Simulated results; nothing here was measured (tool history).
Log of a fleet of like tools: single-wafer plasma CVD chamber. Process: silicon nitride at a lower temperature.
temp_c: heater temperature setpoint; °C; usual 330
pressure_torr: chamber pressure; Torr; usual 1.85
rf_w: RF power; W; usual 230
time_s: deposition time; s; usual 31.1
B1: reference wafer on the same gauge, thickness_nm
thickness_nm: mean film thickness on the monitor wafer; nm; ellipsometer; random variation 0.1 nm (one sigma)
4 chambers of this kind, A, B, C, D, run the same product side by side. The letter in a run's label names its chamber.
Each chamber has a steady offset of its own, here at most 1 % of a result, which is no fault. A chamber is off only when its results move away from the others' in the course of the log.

run 1D hour=8.9 | temp_c=330 pressure_torr=1.85 rf_w=230 time_s=31.1 | B1=35.606 | thickness_nm=31.828
run 2C hour=17.3 | temp_c=330 pressure_torr=1.85 rf_w=230 time_s=31.1 | B1=35.594 | thickness_nm=31.935
run 3B hour=24.8 | temp_c=330 pressure_torr=1.85 rf_w=230 time_s=31.1 | B1=35.580 | thickness_nm=31.779
run 4A hour=30.5 | temp_c=330 pressure_torr=1.85 rf_w=230 time_s=31.1 | B1=35.622 | thickness_nm=32.057
run 5D hour=36.9 | temp_c=330 pressure_torr=1.85 rf_w=230 time_s=31.1 | B1=35.572 | thickness_nm=31.865
run 6B hour=44.9 | temp_c=330 pressure_torr=1.85 rf_w=230 time_s=31.1 | B1=35.639 | thickness_nm=31.784
run 7A hour=53.3 | temp_c=330 pressure_torr=1.85 rf_w=230 time_s=31.1 | B1=35.604 | thickness_nm=32.034
-- hour=53.4 chamber B: RF generator calibrated
run 8C hour=61.8 | temp_c=330 pressure_torr=1.85 rf_w=230 time_s=35.8 | B1=35.592 | thickness_nm=36.756
run 9D hour=68.1 | temp_c=330 pressure_torr=1.85 rf_w=230 time_s=35.8 | B1=35.598 | thickness_nm=36.681
run 10A hour=77.1 | temp_c=330 pressure_torr=1.85 rf_w=230 time_s=35.8 | B1=35.601 | thickness_nm=36.791
-- hour=79.4 chamber D: capacitance manometer re-zeroed and calibrated
run 11C hour=86.4 | temp_c=330 pressure_torr=1.85 rf_w=230 time_s=35.8 | B1=35.585 | thickness_nm=36.807
run 12B hour=94.7 | temp_c=330 pressure_torr=1.85 rf_w=230 time_s=31.1 | B1=35.623 | thickness_nm=32.051
run 13C hour=100.6 | temp_c=330 pressure_torr=1.85 rf_w=230 time_s=31.1 | B1=35.598 | thickness_nm=31.868
run 14D hour=105.1 | temp_c=330 pressure_torr=1.85 rf_w=230 time_s=31.1 | B1=35.626 | thickness_nm=31.770
run 15B hour=112.2 | temp_c=330 pressure_torr=1.85 rf_w=230 time_s=31.1 | B1=35.593 | thickness_nm=31.780
run 16A hour=121.0 | temp_c=330 pressure_torr=1.85 rf_w=230 time_s=31.1 | B1=35.608 | thickness_nm=31.735
run 17B hour=130.1 | temp_c=330 pressure_torr=1.85 rf_w=230 time_s=31.1 | B1=35.618 | thickness_nm=31.864
run 18D hour=134.6 | temp_c=330 pressure_torr=1.85 rf_w=230 time_s=31.1 | B1=35.617 | thickness_nm=31.962
run 19C hour=141.6 | temp_c=330 pressure_torr=1.85 rf_w=230 time_s=31.1 | B1=35.577 | thickness_nm=31.862
run 20A hour=151.3 | temp_c=330 pressure_torr=1.85 rf_w=230 time_s=31.1 | B1=35.609 | thickness_nm=31.638
run 21D hour=160.5 | temp_c=330 pressure_torr=1.85 rf_w=265 time_s=33.6 | B1=35.597 | thickness_nm=37.988
run 22A hour=169.2 | temp_c=330 pressure_torr=1.85 rf_w=265 time_s=33.6 | B1=35.636 | thickness_nm=37.945
run 23B hour=173.9 | temp_c=330 pressure_torr=1.85 rf_w=265 time_s=33.6 | B1=35.610 | thickness_nm=37.860
run 24C hour=182.0 | temp_c=330 pressure_torr=1.85 rf_w=265 time_s=33.6 | B1=35.601 | thickness_nm=38.456
run 25A hour=186.7 | temp_c=330 pressure_torr=1.85 rf_w=230 time_s=31.1 | B1=35.620 | thickness_nm=31.514
run 26C hour=195.3 | temp_c=330 pressure_torr=1.85 rf_w=230 time_s=31.1 | B1=35.586 | thickness_nm=32.097
run 27D hour=204.8 | temp_c=330 pressure_torr=1.85 rf_w=230 time_s=31.1 | B1=35.594 | thickness_nm=32.052
run 28B hour=212.6 | temp_c=330 pressure_torr=1.85 rf_w=230 time_s=31.1 | B1=35.611 | thickness_nm=31.979
run 29B hour=218.4 | temp_c=330 pressure_torr=1.85 rf_w=230 time_s=31.1 | B1=35.611 | thickness_nm=31.954
run 30A hour=224.8 | temp_c=330 pressure_torr=1.85 rf_w=230 time_s=31.1 | B1=35.599 | thickness_nm=31.518
-- hour=230.3 chamber C: thermocouple changed; heater temperature recalibrated
run 31D hour=233.8 | temp_c=330 pressure_torr=1.85 rf_w=230 time_s=31.1 | B1=35.610 | thickness_nm=31.566
run 32C hour=242.3 | temp_c=330 pressure_torr=1.85 rf_w=230 time_s=31.1 | B1=35.582 | thickness_nm=31.916
run 33C hour=251.7 | temp_c=330 pressure_torr=1.85 rf_w=230 time_s=31.1 | B1=35.599 | thickness_nm=32.166
run 34B hour=258.1 | temp_c=330 pressure_torr=1.85 rf_w=230 time_s=31.1 | B1=35.620 | thickness_nm=31.949
run 35A hour=264.2 | temp_c=330 pressure_torr=1.85 rf_w=230 time_s=31.1 | B1=35.591 | thickness_nm=30.937
run 36D hour=269.1 | temp_c=330 pressure_torr=1.85 rf_w=230 time_s=31.1 | B1=35.589 | thickness_nm=31.725
run 37D hour=278.6 | temp_c=330 pressure_torr=1.85 rf_w=230 time_s=31.1 | B1=35.592 | thickness_nm=31.826
-- hour=278.8 chamber B: capacitance manometer re-zeroed and calibrated
run 38B hour=287.1 | temp_c=330 pressure_torr=1.85 rf_w=230 time_s=31.1 | B1=35.603 | thickness_nm=31.876
run 39A hour=293.7 | temp_c=330 pressure_torr=1.85 rf_w=230 time_s=31.1 | B1=35.596 | thickness_nm=31.106

Next, every chamber runs the same settings. What will each give?
run 40A hour=300.6 | temp_c=330 pressure_torr=1.85 rf_w=230 time_s=31.1 | thickness_nm=?
run 40B hour=300.6 | temp_c=330 pressure_torr=1.85 rf_w=230 time_s=31.1 | thickness_nm=?
run 40C hour=300.6 | temp_c=330 pressure_torr=1.85 rf_w=230 time_s=31.1 | thickness_nm=?
run 40D hour=300.6 | temp_c=330 pressure_torr=1.85 rf_w=230 time_s=31.1 | thickness_nm=?

run=40A thickness_nm=30.955
run=40B thickness_nm=31.892
run=40C thickness_nm=32.192
run=40D thickness_nm=31.815
